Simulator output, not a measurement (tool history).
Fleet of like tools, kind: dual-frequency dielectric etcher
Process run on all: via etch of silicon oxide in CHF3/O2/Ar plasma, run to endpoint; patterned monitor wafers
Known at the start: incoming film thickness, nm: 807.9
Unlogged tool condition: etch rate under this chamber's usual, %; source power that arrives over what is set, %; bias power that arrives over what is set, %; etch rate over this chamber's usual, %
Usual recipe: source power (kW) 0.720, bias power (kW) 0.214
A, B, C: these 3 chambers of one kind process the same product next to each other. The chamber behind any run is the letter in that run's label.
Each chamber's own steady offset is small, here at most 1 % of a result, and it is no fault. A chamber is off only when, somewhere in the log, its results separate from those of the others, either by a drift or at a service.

run	hour	source power (kW)	bias power (kW)	hours since the last wet clean	hours since the last source power generator calibration	hours since the last bias power generator calibration	endpoint time (s)
1B	11.0	0.720	0.214	134.1	465.9	783.8	361.55
2A	16.9	0.720	0.214	72.5	1608.4	889.1	360.17
3C	24.3	0.720	0.214	276.2	526.9	1157.6	356.37
4C	35.1	0.720	0.214	287.0	537.7	1168.4	356.84
5B	43.8	0.720	0.214	166.9	498.7	816.6	359.19
6A	55.5	0.720	0.214	111.1	1647.0	927.7	360.49
7A	63.0	0.720	0.214	118.6	1654.5	935.2	360.14
8C	71.7	0.720	0.214	323.6	574.3	1205.0	359.06
9B	81.1	0.720	0.214	204.2	536.0	853.9	359.78
10B	90.6	0.720	0.214	213.7	545.5	863.4	358.05
11A	103.0	0.720	0.214	158.6	1694.5	975.2	360.22
12C	115.7	0.720	0.214	367.6	618.3	1249.0	357.70
13B	122.0	0.720	0.214	245.1	576.9	894.8	360.16
14A	128.8	0.720	0.214	184.4	1720.3	1001.0	361.44
15C	138.8	0.720	0.214	390.7	641.4	1272.1	355.59
16B	147.3	0.590	0.214	270.4	602.2	920.1	390.06
17A	158.2	0.590	0.214	213.8	1749.7	1030.4	390.12
18C	164.4	0.590	0.214	416.3	667.0	1297.7	386.27
19C	172.6	0.720	0.214	424.5	675.2	1305.9	357.02
20A	182.3	0.720	0.214	237.9	1773.8	1054.5	361.96
21B	193.9	0.720	0.190	317.0	648.8	966.7	375.14
22C	204.1	0.720	0.190	456.0	706.7	1337.4	370.84
23B	215.3	0.720	0.190	338.4	670.2	988.1	377.05
24A	223.2	0.720	0.238	278.8	1814.7	1095.4	344.92
25A	232.8	0.720	0.238	288.4	1824.3	1105.0	347.75
26B	245.2	0.720	0.238	368.3	700.1	1018.0	347.11
27C	251.4	0.720	0.214	503.3	754.0	1384.7	358.62
28A	260.2	0.720	0.214	315.8	1851.7	1132.4	358.90
29B	269.8	0.720	0.214	392.9	724.7	1042.6	360.67
# hour 278.9: chamber C: wet clean of the chamber
30C	282.4	0.720	0.214	3.5	785.0	1415.7	357.96
31C	291.2	0.720	0.214	12.3	793.8	1424.5	358.11
32A	298.0	0.720	0.214	353.6	1889.5	1170.2	360.13
33B	306.4	0.720	0.214	429.5	761.3	1079.2	362.35
34C	317.2	0.720	0.214	38.3	819.8	1450.5	357.00
35B	324.7	0.720	0.214	447.8	779.6	1097.5	358.93
36A	330.3	0.720	0.214	385.9	1921.8	1202.5	359.84
37A	341.9	0.720	0.214	397.5	1933.4	1214.1	359.97
38C	347.4	0.720	0.214	68.5	850.0	1480.7	358.03
39B	356.1	0.870	0.255	479.2	811.0	1128.9	317.92
40B	367.6	0.870	0.255	490.7	822.5	1140.4	315.43
41C	374.0	0.870	0.255	95.1	876.6	1507.3	311.54
42A	385.1	0.720	0.214	440.7	1976.6	1257.3	360.85
43A	396.4	0.580	0.214	452.0	1987.9	1268.6	390.32

One chamber off, gauge drift, or nothing amiss beyond the chambers' own small offsets? If it is a chamber, which one, and what is the likeliest cause?

No chamber stands off beyond its own small offset, and the gauge holds steady.
